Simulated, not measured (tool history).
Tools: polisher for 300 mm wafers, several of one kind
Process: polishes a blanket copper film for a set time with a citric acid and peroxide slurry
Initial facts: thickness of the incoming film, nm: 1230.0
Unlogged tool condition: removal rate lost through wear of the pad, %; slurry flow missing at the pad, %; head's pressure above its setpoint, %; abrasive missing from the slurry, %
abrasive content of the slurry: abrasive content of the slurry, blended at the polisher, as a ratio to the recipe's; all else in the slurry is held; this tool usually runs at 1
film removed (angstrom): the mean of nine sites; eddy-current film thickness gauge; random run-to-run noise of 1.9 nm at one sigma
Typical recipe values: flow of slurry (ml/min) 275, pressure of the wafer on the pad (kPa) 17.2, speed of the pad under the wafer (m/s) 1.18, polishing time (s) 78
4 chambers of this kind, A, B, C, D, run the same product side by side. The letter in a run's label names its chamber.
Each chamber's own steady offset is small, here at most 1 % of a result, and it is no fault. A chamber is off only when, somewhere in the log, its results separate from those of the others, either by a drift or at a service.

run	hour	flow of slurry (ml/min)	pressure of the wafer on the pad (kPa)	speed of the pad under the wafer (m/s)	abrasive content of the slurry	polishing time (s)	wafers polished on this pad	hours since the slurry nozzle was cleaned	hours since the head pressure was calibrated	hours since the slurry blender was calibrated	film removed (angstrom)
1D	2.6	275	17.2	1.18	1	78	831	329.6	355.9	172.2	2041.3
2C	6.3	275	17.2	1.18	1	78	1336	511.6	335.8	185.2	2080
# hour 10.3: chamber C: worn pad replaced by a new one
3A	10.3	275	17.2	1.18	1	78	805	66.8	264	261.5	2062.4
4B	12.7	275	17.2	1.18	1	78	319	187.7	249.2	15	2072.3
# hour 13.5: chamber A: worn pad replaced by a new one
5D	16.7	275	17.2	1.18	1	78	1004	343.7	370	186.3	2034.7
6C	20.4	275	17.2	1.18	1	78	124	525.7	349.9	199.3	2044.8
7B	24.7	275	17.2	1.18	1	78	467	199.7	261.2	27	2045.8
8A	27.8	195	17.2	1.18	0.85	78	177	84.3	281.5	279	1905.5
9C	30.8	195	17.2	1.18	0.85	78	252	536.1	360.3	209.7	1879.4
10D	34.7	195	17.2	1.18	0.85	78	1226	361.7	388	204.3	1897.7
11B	38.5	195	17.2	1.18	0.85	78	637	213.5	275	40.8	1907.2
12A	40.6	275	17.2	1.18	1	78	334	97.1	294.3	291.8	2067.7
13D	44.6	275	17.2	0.8	1	78	1348	371.6	397.9	214.2	1352.1
14B	47.2	275	17.2	0.8	1	78	744	222.2	283.7	49.5	1393
15A	50.6	275	17.2	0.8	1	78	458	107.1	304.3	301.8	1423.5
# hour 52.6: chamber D: worn pad replaced by a new one
16C	54	275	17.2	0.8	1	78	538	559.3	383.5	232.9	1441.8
17D	57.9	275	17.2	1.18	1	78	65	384.9	411.2	227.5	1965.4
18B	60.7	275	22.8	1.18	1	78	910	235.7	297.2	63	2707.5
19C	63.2	275	22.8	1.18	1	78	651	568.5	392.7	242.1	2698.1
20A	65.2	275	22.8	1.18	1	78	638	121.7	318.9	316.4	2710.8
21A	67.8	275	22.8	1.18	1	78	670	124.3	321.5	319	2665.7
22D	72	275	17.2	1.18	1	78	239	399	425.3	241.6	1930.6
23B	74.8	275	17.2	1.18	1	78	1084	249.8	311.3	77.1	2054
24C	77.2	275	11.7	1.18	1	78	824	582.5	406.7	256.1	1392.5
25C	80.5	275	11.7	1.18	1	78	864	585.8	410	259.4	1402.9

Does one chamber stand apart from the rest, does the shared gauge drift, or is all well apart from small per-chamber offsets? Give the chamber and the most likely cause, where there is one.

Little by little, chamber D moves away from the other chambers.
Most likely cause: abrasive missing from the slurry, % = 31.3.
The log may not separate it from: slurry flow missing at the pad, %; head's pressure below its setpoint, %.

Which of the 4 candidates below, each the usual settings with something changed and its results left as question marks, puts chamber D back in line with what the other chambers give on the usual settings?
Maximum distance from the other chambers' mean on the usual settings for a result to count as in line: film removed (angstrom) 65
26D-1	83.8	275	17.2	1.18	1	85					?
26D-2	83.8	275	17.2	1.2	1	79					?
26D-3	83.8	275	15.9	1.18	1	78					?
26D-4	83.8	275	17.2	1.16	1	78					?

Usual-settings mean across the other chambers: film removed (angstrom) 2057.6
run	film removed (angstrom)
26D-1	2049.4
26D-2	1936.3
26D-3	1733.1
26D-4	1849.5
26D-1 brings the chamber back in line.

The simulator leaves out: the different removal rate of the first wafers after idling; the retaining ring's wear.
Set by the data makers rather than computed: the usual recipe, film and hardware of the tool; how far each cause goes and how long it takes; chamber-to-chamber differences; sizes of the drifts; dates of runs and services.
